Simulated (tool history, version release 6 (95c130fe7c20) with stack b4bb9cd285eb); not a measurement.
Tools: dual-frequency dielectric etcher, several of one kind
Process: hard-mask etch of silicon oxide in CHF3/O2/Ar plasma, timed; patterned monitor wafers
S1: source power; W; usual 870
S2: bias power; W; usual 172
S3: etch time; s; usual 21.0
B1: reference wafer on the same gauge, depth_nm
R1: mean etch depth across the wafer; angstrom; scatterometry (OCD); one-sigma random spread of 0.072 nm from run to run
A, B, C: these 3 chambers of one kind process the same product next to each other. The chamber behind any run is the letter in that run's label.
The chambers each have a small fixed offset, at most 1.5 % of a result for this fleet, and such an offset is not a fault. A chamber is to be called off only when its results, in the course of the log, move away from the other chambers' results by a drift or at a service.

Run 1C, hour 12.2: usual settings; B1 46.330. Result: R1 469.27 angstrom.
Run 2B, hour 22.5: usual settings; B1 46.327. Result: R1 471.42 angstrom.
At hour 24.2: chamber C: wet clean of the chamber.
Run 3A, hour 30.2: usual settings; B1 46.298. Result: R1 467.49 angstrom.
At hour 31.7: chamber C: bias power generator calibrated.
Run 4A, hour 37.0: usual settings; B1 46.339. Result: R1 466.23 angstrom.
Run 5C, hour 43.3: usual settings but S3 18.5 s; B1 46.330. Result: R1 413.96 angstrom.
Run 6B, hour 55.3: usual settings but S3 18.5 s; B1 46.346. Result: R1 415.47 angstrom.
Run 7B, hour 61.5: usual settings but S3 18.5 s; B1 46.372. Result: R1 415.38 angstrom.
Run 8C, hour 71.2: usual settings; B1 46.350. Result: R1 469.98 angstrom.
Run 9A, hour 80.3: usual settings but S2 200 W; B1 46.363. Result: R1 491.58 angstrom.
Run 10C, hour 89.8: usual settings but S2 200 W; B1 46.371. Result: R1 495.09 angstrom.
Run 11B, hour 101.1: usual settings but S2 200 W; B1 46.380. Result: R1 495.90 angstrom.
At hour 110.8: chamber A: wet clean of the chamber.
Run 12A, hour 113.5: usual settings but S3 17.5 s; B1 46.402. Result: R1 389.56 angstrom.
Run 13A, hour 121.6: usual settings but S3 17.5 s; B1 46.393. Result: R1 390.84 angstrom.
Run 14B, hour 132.4: usual settings but S3 17.5 s; B1 46.406. Result: R1 394.93 angstrom.
Run 15C, hour 145.8: usual settings; B1 46.414. Result: R1 470.56 angstrom.
Run 16B, hour 157.1: usual settings; B1 46.450. Result: R1 473.08 angstrom.
Run 17A, hour 165.8: usual settings; B1 46.430. Result: R1 467.90 angstrom.
Run 18C, hour 175.4: usual settings but S1 690 W, S2 142 W; B1 46.448. Result: R1 405.06 angstrom.
Run 19A, hour 187.6: usual settings but S1 690 W, S2 142 W; B1 46.452. Result: R1 402.51 angstrom.
Run 20C, hour 195.1: usual settings but S1 690 W, S2 142 W; B1 46.450. Result: R1 405.41 angstrom.
Run 21B, hour 205.9: usual settings; B1 46.465. Result: R1 472.80 angstrom.
Run 22B, hour 218.8: usual settings; B1 46.472. Result: R1 474.94 angstrom.
Run 23C, hour 228.7: usual settings; B1 46.491. Result: R1 472.68 angstrom.
Run 24A, hour 241.8: usual settings; B1 46.500. Result: R1 467.65 angstrom.
Run 25B, hour 248.5: usual settings but S1 980 W, S3 24.0 s; B1 46.510. Result: R1 567.51 angstrom.
Run 26C, hour 255.1: usual settings but S1 980 W, S3 24.0 s; B1 46.504. Result: R1 562.65 angstrom.
Run 27A, hour 261.8: usual settings but S1 980 W, S3 24.0 s; B1 46.490. Result: R1 561.42 angstrom.
Run 28A, hour 271.2: usual settings; B1 46.531. Result: R1 467.16 angstrom.
Run 29B, hour 283.0: usual settings; B1 46.532. Result: R1 473.41 angstrom.
Run 30C, hour 295.1: usual settings but S3 24.0 s; B1 46.540. Result: R1 540.49 angstrom.
Run 31B, hour 301.2: usual settings but S3 24.0 s; B1 46.563. Result: R1 542.34 angstrom.
Run 32A, hour 311.5: usual settings but S3 24.0 s; B1 46.563. Result: R1 535.61 angstrom.
Run 33C, hour 320.6: usual settings but S1 660 W, S3 16.5 s; B1 46.576. Result: R1 333.55 angstrom.
Run 34C, hour 331.4: usual settings but S1 660 W, S3 16.5 s; B1 46.590. Result: R1 333.54 angstrom.
Run 35A, hour 342.1: usual settings but S1 660 W, S3 16.5 s; B1 46.574. Result: R1 332.91 angstrom.

Does one chamber stand apart from the rest, does the shared gauge drift, or is all well apart from small per-chamber offsets? Give the chamber and the most likely cause, where there is one.

It is the gauge, not a chamber: its drift shows up in every chamber's results at once, and no chamber is off.
Most likely cause: gauge reads high (%) = 0.631.
